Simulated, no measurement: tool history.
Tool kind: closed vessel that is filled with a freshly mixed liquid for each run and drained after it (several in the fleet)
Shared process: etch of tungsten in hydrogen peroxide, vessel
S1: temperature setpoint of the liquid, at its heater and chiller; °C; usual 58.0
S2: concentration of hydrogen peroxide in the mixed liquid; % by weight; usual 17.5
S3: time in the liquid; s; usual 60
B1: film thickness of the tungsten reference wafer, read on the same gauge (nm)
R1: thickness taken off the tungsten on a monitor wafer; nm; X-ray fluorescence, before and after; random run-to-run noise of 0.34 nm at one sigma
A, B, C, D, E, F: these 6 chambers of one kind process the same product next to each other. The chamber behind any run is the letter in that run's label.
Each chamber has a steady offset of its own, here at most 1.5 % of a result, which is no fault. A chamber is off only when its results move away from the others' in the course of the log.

run	hour	S1	S2	S3	B1	R1
1D	3.9	58.0	17.5	60	99.994	82.280
# hour 5.5: chamber C: new drum of peroxide connected
2B	8.6	58.0	17.5	60	100.020	81.941
3E	13.1	58.0	17.5	60	99.992	82.399
4C	16.0	58.0	17.5	60	100.010	82.663
5F	19.0	58.0	17.5	60	99.998	80.582
6A	22.0	58.0	17.5	60	100.000	82.690
7F	24.6	58.0	17.5	60	99.993	81.233
8D	29.3	58.0	20.5	60	99.997	89.341
9E	32.7	58.0	20.5	60	99.997	89.310
10A	36.0	58.0	20.5	60	99.989	90.228
11C	41.3	58.0	20.5	60	100.020	89.560
12B	44.4	58.0	20.5	60	100.020	89.106
13D	49.5	58.0	20.5	60	99.993	88.656
14E	52.8	58.0	17.5	60	100.000	82.492
15A	57.0	58.0	17.5	60	99.978	83.169
16C	59.4	58.0	17.5	60	100.020	83.215
17F	63.7	58.0	17.5	60	100.020	81.389
18B	66.9	58.0	17.5	60	99.969	81.987
19F	69.3	58.0	17.5	60	100.000	81.444
20A	74.4	58.0	17.5	60	99.984	83.426
21B	77.0	58.0	17.5	60	100.010	81.498
22D	80.6	58.0	17.5	60	100.010	81.602
23E	82.9	58.0	17.5	60	99.994	82.066
24C	87.0	58.0	17.5	60	99.980	82.740
25A	92.2	58.0	17.5	60	100.000	82.843
26B	97.2	58.0	17.5	60	99.975	82.179
27E	100.5	58.0	17.5	60	100.000	82.490
28D	104.5	58.0	17.5	60	99.993	80.735
29F	108.9	58.0	17.5	60	99.982	80.710
30C	111.3	58.0	17.5	60	99.976	82.251
31F	116.6	58.0	17.5	60	100.000	81.215
32A	119.9	58.0	17.5	60	100.010	83.501
33B	123.5	64.5	17.5	60	100.020	118.930
34D	127.9	64.5	17.5	60	100.010	117.320
35C	133.2	64.5	17.5	60	100.010	119.700
36E	136.8	64.5	17.5	60	99.995	118.800
37D	139.6	64.5	17.5	60	99.984	116.440
38F	144.5	64.5	17.5	60	99.988	117.740
39A	147.0	58.0	15.5	75	99.992	97.444
40E	151.9	58.0	15.5	75	99.988	97.139
41C	156.4	58.0	15.5	75	99.993	97.816
42B	160.0	58.0	15.5	75	100.000	96.228
43E	163.8	58.0	15.5	75	99.999	97.266
44A	168.5	58.0	15.5	75	99.989	97.269

All 6 chambers run these settings next. Forecast each chamber's results:
45A	172.3	58.0	17.5	60		?
45B	172.3	58.0	17.5	60		?
45C	172.3	58.0	17.5	60		?
45D	172.3	58.0	17.5	60		?
45E	172.3	58.0	17.5	60		?
45F	172.3	58.0	17.5	60		?

run	R1
45A	83.165
45B	81.908
45C	83.229
45D	79.212
45E	82.129
45F	81.001

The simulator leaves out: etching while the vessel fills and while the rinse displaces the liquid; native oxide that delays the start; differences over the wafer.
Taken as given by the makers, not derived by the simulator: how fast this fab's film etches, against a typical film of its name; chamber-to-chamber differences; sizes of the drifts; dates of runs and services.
